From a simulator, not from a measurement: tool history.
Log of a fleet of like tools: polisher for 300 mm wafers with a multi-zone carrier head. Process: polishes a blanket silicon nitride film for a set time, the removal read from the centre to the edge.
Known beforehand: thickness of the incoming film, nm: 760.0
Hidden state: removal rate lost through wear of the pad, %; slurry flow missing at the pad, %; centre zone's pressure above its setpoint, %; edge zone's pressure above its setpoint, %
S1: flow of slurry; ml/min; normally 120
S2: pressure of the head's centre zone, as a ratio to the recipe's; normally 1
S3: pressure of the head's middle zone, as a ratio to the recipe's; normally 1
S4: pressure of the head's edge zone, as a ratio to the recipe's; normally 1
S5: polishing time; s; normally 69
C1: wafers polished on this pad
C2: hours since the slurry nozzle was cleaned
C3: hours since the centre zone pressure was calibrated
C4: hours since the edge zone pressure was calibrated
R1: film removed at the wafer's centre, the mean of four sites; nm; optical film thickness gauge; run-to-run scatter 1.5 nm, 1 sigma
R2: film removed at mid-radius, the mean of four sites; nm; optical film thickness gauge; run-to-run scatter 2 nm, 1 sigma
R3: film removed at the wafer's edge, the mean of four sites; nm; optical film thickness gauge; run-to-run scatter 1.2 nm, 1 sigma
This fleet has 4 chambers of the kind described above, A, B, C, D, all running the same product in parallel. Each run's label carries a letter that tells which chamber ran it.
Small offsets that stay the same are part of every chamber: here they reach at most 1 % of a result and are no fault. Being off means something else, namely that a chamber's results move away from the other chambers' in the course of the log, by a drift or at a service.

run   hour   S1    S2  S3  S4  S5    C1     C2      C3     C4      R1      R2      R3
 1A    6.4  120     1   1   1  69   317  297.7   250.5  180.3  142.58  142.93  141.63
 2C     17  120     1   1   1  69   837  494.7   210.8  360.5  144.36  139.36  141.71
 3D   22.6  120     1   1   1  69   474  220.3  1022.9  567.9   142.4   142.8  142.25
 4B   28.4  120     1   1   1  69   598  164.1  1125.9    282  143.01  143.13  142.39
 5B   38.7  120     1   1   1  69   737  174.4  1136.2  292.3  144.33  141.71  139.89
      40.2  -- chamber A: worn pad replaced by a new one
 6C   48.8  120     1   1   1  69  1266  526.5   242.6  392.3  143.38  139.78  141.25
      55.1  -- chamber D: worn pad replaced by a new one
 7A   58.7  120     1   1   1  69   250    350   302.8  232.6  142.85  138.82  142.69
 8D   64.4  120     1   1   1  69   125  262.1  1064.7  609.7  143.01  140.48  142.71
      65.8  -- chamber C: worn pad replaced by a new one
 9C     74  120     1   1   1  69   110  551.7   267.8  417.5  140.86  144.71  140.46
      75.6  -- chamber B: worn pad replaced by a new one
10B   83.5  120     1   1   1  69   106  219.2    1181  337.1  143.68   143.6  141.11
      87.7  -- chamber B: edge zone pressure recalibrated
11D   93.4  120     1   1   1  69   516  291.1  1093.7  638.7  142.76  142.21  140.71
      99.5  -- chamber A: worn pad replaced by a new one
12A  100.1  120     1   1   1  69     8  391.4   344.2    274  141.14   139.5  142.21
13A  106.7  120     1   1   1  69    97    398   350.8  280.6  140.66  142.89  141.14
14D  114.4  120     1   1   1  69   799  312.1  1114.7  659.7  140.58  141.71  141.44
     116.8  -- chamber D: worn pad replaced by a new one
15C  120.8  120     1   1   1  69   741  598.5   314.6  464.3  142.78   144.5  142.58
     128.1  -- chamber A: centre zone pressure recalibrated
16B  129.5  120     1   1   1  69   727  265.2    1227   41.9  142.42  143.46  141.08
     133.5  -- chamber A: edge zone pressure recalibrated
17C  140.9  120     1   1   1  69  1012  618.6   334.7  484.4  141.23  144.57  140.33
     147.5  -- chamber B: worn pad replaced by a new one
18A  151.4  120     1   1   1  69   700  442.7    23.3   17.9  144.37  145.64  139.32
     151.6  -- chamber A: worn pad replaced by a new one
19D  161.9  120     1   1   1  69   608  359.6  1162.2  707.2  140.11  142.59  139.94
     169.7  -- chamber C: worn pad replaced by a new one
20B  170.7  120     1   1   1  69   314  306.4  1268.2   83.1  138.05  138.42  138.76
21B  180.1  120     1   1   1  69   440  315.8  1277.6   92.5  138.63  139.26  138.29
     185.4  -- chamber D: worn pad replaced by a new one
22C  190.9  120     1   1   1  69   286  668.6   384.7  534.4   141.8  140.37  140.95
23D  202.5  120  1.11   1   1  69   230  400.2  1202.8  747.8  159.72  143.09  141.96
24A  212.7  120  1.11   1   1  69   824    504    84.6   79.2  162.22  144.42   141.1
     219.7  -- chamber A: worn pad replaced by a new one
25B  220.9  120  1.11   1   1  69   991  356.6  1318.4  133.3  152.37  137.84  137.46
     225.8  -- chamber B: worn pad replaced by a new one
26D  227.4  120  1.11   1   1  69   566  425.1  1227.7  772.7  156.75  140.97  141.42
27C  233.5  120     1   1   1  69   860  711.2   427.3    577  142.23  142.77  141.62
28A  242.7  120     1   1   1  69   310    534   114.6  109.2  142.02  141.58  141.53
29C  249.9  120     1   1   1  69  1082  727.6   443.7  593.4  141.24  142.01  140.61
     250.7  -- chamber D: worn pad replaced by a new one
30B  257.9  120     1   1   1  69   434  393.6  1355.4  170.3  132.85   132.9  135.17
31D  269.8  120     1   1   1  69   258  467.5  1270.1  815.1  141.94  145.69  143.75
32A  281.3  120     1   1   1  69   830  572.6   153.2  147.8  143.95  139.18  140.33
33D  292.8  120     1   1   1  69   568  490.5  1293.1  838.1  141.57  139.39  141.48
34B  300.3  120     1   1   1  69  1005    436  1397.8  212.7  128.53  132.44  134.36

All 4 chambers run these settings next. Forecast each chamber's results:
35A   309  105   1   1   1  69                   ?   ?   ?
35B   309  105   1   1   1  69                   ?   ?   ?
35C   309  105   1   1   1  69                   ?   ?   ?
35D   309  105   1   1   1  69                   ?   ?   ?

run      R1      R2      R3
35A  134.18  139.43  138.04
35B  122.12  123.88  126.27
35C  139.61   133.6  137.75
35D  134.56  138.64     139
